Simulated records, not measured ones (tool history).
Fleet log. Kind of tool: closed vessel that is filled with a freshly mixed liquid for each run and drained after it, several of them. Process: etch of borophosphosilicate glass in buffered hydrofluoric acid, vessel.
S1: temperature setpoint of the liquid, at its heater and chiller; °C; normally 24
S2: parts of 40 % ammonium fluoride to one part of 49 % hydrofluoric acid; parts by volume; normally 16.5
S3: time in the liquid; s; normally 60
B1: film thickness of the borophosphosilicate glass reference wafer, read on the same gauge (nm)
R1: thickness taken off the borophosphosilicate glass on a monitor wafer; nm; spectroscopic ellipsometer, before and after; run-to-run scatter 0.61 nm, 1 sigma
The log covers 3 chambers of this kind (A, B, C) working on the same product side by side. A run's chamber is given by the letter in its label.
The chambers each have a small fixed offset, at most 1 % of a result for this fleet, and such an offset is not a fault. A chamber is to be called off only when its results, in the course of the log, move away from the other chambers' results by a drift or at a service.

run,hour,S1,S2,S3,B1,R1
1A,5.3,24,16.5,60,130.01,65.365
2C,12.5,24,16.5,60,130.02,67.955
3B,19.7,24,16.5,60,130.03,65.014
4B,24.8,24,16.5,60,130.02,65.647
5A,29.8,24,16.5,60,130.00,65.687
6C,39.4,24,14.0,60,130.01,79.340
7A,48.7,24,14.0,60,130.02,78.944
8B,56.8,24,14.0,60,129.99,78.519
9C,61.9,24,14.0,90,129.98,117.690
10C,72.8,24,14.0,90,130.01,119.590
11B,81.8,24,14.0,90,130.00,120.150
12A,92.0,24,16.5,60,129.98,66.782
13C,101.9,24,16.5,60,130.00,67.417
14A,108.4,24,16.5,60,130.03,66.217
15B,114.3,24,16.5,60,130.02,67.562
16B,121.3,24,16.5,60,130.00,68.019
17C,131.5,24,12.5,30,129.98,43.139
18A,139.7,24,12.5,30,130.02,43.944
19A,146.7,24,12.5,30,130.00,43.674
20B,151.8,24,16.5,60,129.98,65.823
# hour 153.1: chamber B: thermometer replaced
21C,162.4,24,16.5,60,130.00,65.507
22A,171.9,24,21.5,60,130.00,51.618
23B,183.1,24,21.5,60,129.98,53.146
24C,194.4,24,21.5,60,130.01,51.721
25C,203.0,24,16.5,60,129.99,63.817
26B,210.0,24,16.5,60,130.04,66.431
27A,217.7,24,16.5,60,129.98,66.886
28B,223.9,24,16.5,60,129.99,67.045
29C,230.3,24,16.5,60,129.99,63.174
30A,239.8,24,16.5,60,130.00,66.605
31C,248.6,24,16.5,60,130.00,63.645
32A,256.0,24,16.5,60,130.00,67.027
33B,266.8,24,21.5,50,130.02,43.481
34A,274.5,24,21.5,50,129.99,43.919

One chamber off, gauge drift, or nothing amiss beyond the chambers' own small offsets? If it is a chamber, which one, and what is the likeliest cause?

Little by little, chamber C moves away from the other chambers.
Likeliest cause: liquid colder than its thermometer reads (K) = 1.45.
Not necessarily distinguishable in this log from: hydrofluoric acid flow below the setpoint (%).

Which of the 4 candidates below, each the usual settings with something changed and its results left as question marks, puts chamber C back in line with what the other chambers give on the usual settings?
In-line tolerance around the mean of the other chambers on the usual settings: R1 2.100 nm
35C-1,282.6,22.5,16.5,60,,?
35C-2,282.6,23.5,17.0,55,,?
35C-3,282.6,25.5,16.5,60,,?
35C-4,282.6,24.0,15.5,65,,?

Other chambers, usual settings, mean: R1 66.694 nm
run,R1
35C-1,57.202
35C-2,53.777
35C-3,67.308
35C-4,71.463
It is 35C-3 that realigns the chamber with its peers.

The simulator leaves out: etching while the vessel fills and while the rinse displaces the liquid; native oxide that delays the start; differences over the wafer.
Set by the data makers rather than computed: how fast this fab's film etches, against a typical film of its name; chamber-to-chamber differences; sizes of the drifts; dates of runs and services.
